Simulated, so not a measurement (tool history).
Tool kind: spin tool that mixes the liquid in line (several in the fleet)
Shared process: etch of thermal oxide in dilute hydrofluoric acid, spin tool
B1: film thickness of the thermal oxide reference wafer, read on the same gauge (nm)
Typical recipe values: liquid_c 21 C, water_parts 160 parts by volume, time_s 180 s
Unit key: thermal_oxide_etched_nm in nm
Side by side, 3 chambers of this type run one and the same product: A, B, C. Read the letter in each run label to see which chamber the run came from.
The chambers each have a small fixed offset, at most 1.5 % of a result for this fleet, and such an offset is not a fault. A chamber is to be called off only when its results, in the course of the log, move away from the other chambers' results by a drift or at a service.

Run 1B, hour 4.1: usual settings; B1 79.997. Result: thermal_oxide_etched_nm 4.4715 nm.
Run 2A, hour 8.2: usual settings; B1 80.012. Result: thermal_oxide_etched_nm 4.4787 nm.
Run 3C, hour 11.8: usual settings; B1 79.995. Result: thermal_oxide_etched_nm 4.4506 nm.
Run 4C, hour 15.8: usual settings; B1 79.997. Result: thermal_oxide_etched_nm 4.4096 nm.
Run 5A, hour 20.7: usual settings; B1 80.010. Result: thermal_oxide_etched_nm 4.5011 nm.
Run 6B, hour 23.9: usual settings; B1 80.037. Result: thermal_oxide_etched_nm 4.5266 nm.
Run 7C, hour 28.3: usual settings but water_parts 220 parts by volume; B1 80.001. Result: thermal_oxide_etched_nm 3.0588 nm.
Run 8A, hour 33.2: usual settings but water_parts 220 parts by volume; B1 80.019. Result: thermal_oxide_etched_nm 2.9720 nm.
Run 9B, hour 39.1: usual settings but water_parts 220 parts by volume; B1 80.010. Result: thermal_oxide_etched_nm 3.0454 nm.
Run 10A, hour 44.5: usual settings; B1 79.994. Result: thermal_oxide_etched_nm 4.4287 nm.
Run 11B, hour 47.5: usual settings; B1 80.010. Result: thermal_oxide_etched_nm 4.4371 nm.
Run 12C, hour 52.8: usual settings; B1 79.997. Result: thermal_oxide_etched_nm 4.3893 nm.
Run 13B, hour 58.0: usual settings; B1 80.018. Result: thermal_oxide_etched_nm 4.5440 nm.
Run 14C, hour 63.6: usual settings; B1 80.013. Result: thermal_oxide_etched_nm 4.4499 nm.
Run 15A, hour 67.3: usual settings; B1 79.998. Result: thermal_oxide_etched_nm 4.3420 nm.
Run 16B, hour 70.7: usual settings; B1 79.994. Result: thermal_oxide_etched_nm 4.5416 nm.
Run 17A, hour 75.6: usual settings but time_s 115 s; B1 79.991. Result: thermal_oxide_etched_nm 2.7683 nm.
Run 18C, hour 80.4: usual settings but time_s 115 s; B1 79.996. Result: thermal_oxide_etched_nm 2.8726 nm.
Run 19C, hour 85.8: usual settings but time_s 115 s; B1 80.025. Result: thermal_oxide_etched_nm 2.8246 nm.
Run 20A, hour 91.1: usual settings; B1 79.987. Result: thermal_oxide_etched_nm 4.2825 nm.
Run 21B, hour 96.5: usual settings; B1 80.001. Result: thermal_oxide_etched_nm 4.5805 nm.
Run 22A, hour 99.9: usual settings; B1 79.992. Result: thermal_oxide_etched_nm 4.1572 nm.
Run 23C, hour 102.6: usual settings; B1 79.992. Result: thermal_oxide_etched_nm 4.3808 nm.
Run 24B, hour 105.5: usual settings; B1 80.005. Result: thermal_oxide_etched_nm 4.4987 nm.
Run 25C, hour 110.8: usual settings; B1 80.020. Result: thermal_oxide_etched_nm 4.5450 nm.
Run 26B, hour 115.3: usual settings; B1 80.006. Result: thermal_oxide_etched_nm 4.4399 nm.
Run 27A, hour 119.3: usual settings; B1 79.995. Result: thermal_oxide_etched_nm 4.1933 nm.
Run 28C, hour 124.1: usual settings; B1 80.017. Result: thermal_oxide_etched_nm 4.3865 nm.

Has any chamber moved away from the others, gradually or after a service, or does the common gauge drift, or do the chambers differ only by their own small steady offsets? State the chamber and the most likely cause if one applies.

It is chamber A that slowly wanders off from its peers.
Most likely cause: liquid colder than its thermometer reads (K) = 2.49.
From this log alone, it may not be told apart from: hydrofluoric acid flow below the setpoint (%).

Which of the 4 candidates below, each the usual settings with something changed and its results left as question marks, puts chamber A back in line with what the other chambers give on the usual settings?
To be in line, a result may differ from the other chambers' mean on the usual settings by at most: thermal_oxide_etched_nm 0.1400 nm
Run 29A-1, hour 128.4: usual settings but liquid_c 23.5 C. Result: thermal_oxide_etched_nm ?.
Run 29A-2, hour 128.4: usual settings but water_parts 170 parts by volume, time_s 165 s. Result: thermal_oxide_etched_nm ?.
Run 29A-3, hour 128.4: usual settings but time_s 210 s. Result: thermal_oxide_etched_nm ?.
Run 29A-4, hour 128.4: usual settings but time_s 165 s. Result: thermal_oxide_etched_nm ?.

Mean of the other chambers on the usual settings: thermal_oxide_etched_nm 4.4901 nm
  run  thermal_oxide_etched_nm
29A-1                   4.5059
29A-2                   3.4865
29A-3                   4.7627
29A-4                   3.7421
29A-1 puts the chamber back in line with the other chambers.
